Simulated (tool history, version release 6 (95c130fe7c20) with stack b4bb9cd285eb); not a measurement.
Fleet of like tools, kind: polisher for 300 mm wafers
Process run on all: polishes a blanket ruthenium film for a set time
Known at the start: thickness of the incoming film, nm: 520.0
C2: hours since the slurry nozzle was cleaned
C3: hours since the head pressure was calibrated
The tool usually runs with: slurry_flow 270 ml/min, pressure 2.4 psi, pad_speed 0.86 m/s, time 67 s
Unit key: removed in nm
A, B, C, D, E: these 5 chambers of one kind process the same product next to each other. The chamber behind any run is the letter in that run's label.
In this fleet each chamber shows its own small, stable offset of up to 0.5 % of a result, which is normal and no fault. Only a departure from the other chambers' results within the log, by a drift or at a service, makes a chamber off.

Run 1E, hour 7.7: usual settings; wafers polished on this pad 583; C2 455.3; C3 72.4. Result: removed 85.457 nm.
At hour 15.9: chamber C: worn pad replaced by a new one.
Run 2A, hour 17: usual settings; wafers polished on this pad 1058; C2 913.3; C3 869.2. Result: removed 87.599 nm.
Run 3B, hour 23.3: usual settings; wafers polished on this pad 535; C2 393.5; C3 542.2. Result: removed 84.552 nm.
Run 4D, hour 34.1: usual settings; wafers polished on this pad 452; C2 229.1; C3 154.4. Result: removed 85.107 nm.
At hour 34.7: chamber A: worn pad replaced by a new one.
Run 5C, hour 39: usual settings; wafers polished on this pad 298; C2 310.3; C3 388.3. Result: removed 85.545 nm.
Run 6A, hour 44.9: usual settings; wafers polished on this pad 131; C2 941.2; C3 897.1. Result: removed 85.256 nm.
Run 7D, hour 52.2: usual settings; wafers polished on this pad 686; C2 247.2; C3 172.5. Result: removed 86.115 nm.
At hour 57.7: chamber E: worn pad replaced by a new one.
Run 8E, hour 57.8: usual settings; wafers polished on this pad 1; C2 505.4; C3 122.5. Result: removed 84.646 nm.
At hour 61.6: chamber A: slurry nozzle cleaned.
At hour 61.7: chamber C: worn pad replaced by a new one.
Run 9B, hour 64: usual settings; wafers polished on this pad 1060; C2 434.2; C3 582.9. Result: removed 85.686 nm.
At hour 66.9: chamber B: worn pad replaced by a new one.
Run 10C, hour 72.8: usual settings; wafers polished on this pad 144; C2 344.1; C3 422.1. Result: removed 85.151 nm.
Run 11C, hour 81.3: usual settings; wafers polished on this pad 254; C2 352.6; C3 430.6. Result: removed 83.471 nm.
At hour 88.8: chamber E: slurry nozzle cleaned.
Run 12E, hour 90.9: usual settings; wafers polished on this pad 429; C2 2.2; C3 155.6. Result: removed 85.536 nm.
At hour 96.6: chamber D: worn pad replaced by a new one.
Run 13D, hour 100.5: usual settings; wafers polished on this pad 50; C2 295.5; C3 220.8. Result: removed 85.709 nm.
Run 14B, hour 110.1: usual settings; wafers polished on this pad 558; C2 480.3; C3 629. Result: removed 86.107 nm.
At hour 117.1: chamber C: worn pad replaced by a new one.
Run 15A, hour 119.1: usual settings; wafers polished on this pad 1089; C2 57.5; C3 971.3. Result: removed 85.245 nm.
Run 16D, hour 127: usual settings; wafers polished on this pad 393; C2 322; C3 247.3. Result: removed 85.644 nm.
At hour 128.9: chamber A: worn pad replaced by a new one.
Run 17B, hour 135.8: usual settings; wafers polished on this pad 890; C2 506; C3 654.7. Result: removed 85.047 nm.
At hour 140.1: chamber E: worn pad replaced by a new one.
At hour 141: chamber B: head pressure recalibrated.
Run 18E, hour 141.5: usual settings; wafers polished on this pad 18; C2 52.8; C3 206.2. Result: removed 84.963 nm.
Run 19A, hour 149.7: usual settings; wafers polished on this pad 268; C2 88.1; C3 1001.9. Result: removed 86.439 nm.
At hour 157.7: chamber C: head pressure recalibrated.
Run 20C, hour 159.8: usual settings; wafers polished on this pad 552; C2 431.1; C3 2.1. Result: removed 84.293 nm.
Run 21D, hour 167.4: usual settings; wafers polished on this pad 914; C2 362.4; C3 287.7. Result: removed 86.012 nm.
At hour 172: chamber B: worn pad replaced by a new one.
Run 22A, hour 177: usual settings but pressure 2.1 psi, pad_speed 0.68 m/s; wafers polished on this pad 621; C2 115.4; C3 1029.2. Result: removed 59.282 nm.
At hour 178.2: chamber C: worn pad replaced by a new one.
Run 23E, hour 183.7: usual settings but pressure 2.1 psi, pad_speed 0.68 m/s; wafers polished on this pad 563; C2 95; C3 248.4. Result: removed 59.544 nm.
Run 24B, hour 191.4: usual settings but pressure 2.1 psi, pad_speed 0.68 m/s; wafers polished on this pad 250; C2 561.6; C3 50.5. Result: removed 64.827 nm.
Run 25C, hour 199.8: usual settings but pressure 2.1 psi, pad_speed 0.68 m/s; wafers polished on this pad 279; C2 471.1; C3 42.1. Result: removed 59.12 nm.
At hour 207.9: chamber D: worn pad replaced by a new one.
Run 26A, hour 209.1: usual settings but pressure 2.1 psi, pad_speed 0.68 m/s; wafers polished on this pad 1035; C2 147.5; C3 1061.3. Result: removed 58.707 nm.
At hour 216.6: chamber A: worn pad replaced by a new one.
Run 27E, hour 220: usual settings; wafers polished on this pad 1032; C2 131.3; C3 284.7. Result: removed 85.356 nm.
At hour 224: chamber C: slurry nozzle cleaned.
Run 28D, hour 225: usual settings; wafers polished on this pad 221; C2 420; C3 345.3. Result: removed 84.945 nm.
At hour 227.8: chamber C: worn pad replaced by a new one.
Run 29B, hour 230: usual settings; wafers polished on this pad 749; C2 600.2; C3 89.1. Result: removed 91.657 nm.
Run 30C, hour 235.5: usual settings but time 84 s; wafers polished on this pad 99; C2 11.6; C3 77.8. Result: removed 107.39 nm.
Run 31C, hour 245.2: usual settings but time 84 s; wafers polished on this pad 224; C2 21.3; C3 87.5. Result: removed 109.43 nm.
Run 32D, hour 252.2: usual settings but time 84 s; wafers polished on this pad 573; C2 447.2; C3 372.5. Result: removed 108.51 nm.
Run 33A, hour 258.2: usual settings but time 84 s; wafers polished on this pad 537; C2 196.6; C3 1110.4. Result: removed 107.2 nm.
Run 34B, hour 267: usual settings but time 84 s; wafers polished on this pad 1227; C2 637.2; C3 126.1. Result: removed 117.84 nm.

Does one chamber stand apart from the rest, does the shared gauge drift, or is all well apart from small per-chamber offsets? Give the chamber and the most likely cause, where there is one.

A service on chamber B put it out of line with the rest.
Likeliest cause: head's pressure above its setpoint, % = 9.

Below are 4 candidate recipes for chamber B's next run, each the usual settings with a change, their results shown as question marks. Which of them brings B's results back in line with what the other chambers give on the usual settings?
In line here means within this much of the mean the other chambers give on the usual settings: removed 2.6 nm
Run 35B-1, hour 275: usual settings but pressure 2.3 psi, pad_speed 0.82 m/s, time 63 s. Result: removed ?.
Run 35B-2, hour 275: usual settings but pad_speed 1 m/s. Result: removed ?.
Run 35B-3, hour 275: usual settings but pad_speed 0.9 m/s, time 70 s. Result: removed ?.
Run 35B-4, hour 275: usual settings but pressure 2.2 psi. Result: removed ?.

On the usual settings, the other chambers give on average: removed 85.504 nm
  run  removed
35B-1   80.211
35B-2   108.25
35B-3   101.94
35B-4   85.506
The answer is 35B-4, which returns the chamber to within the allowed miss of the others.
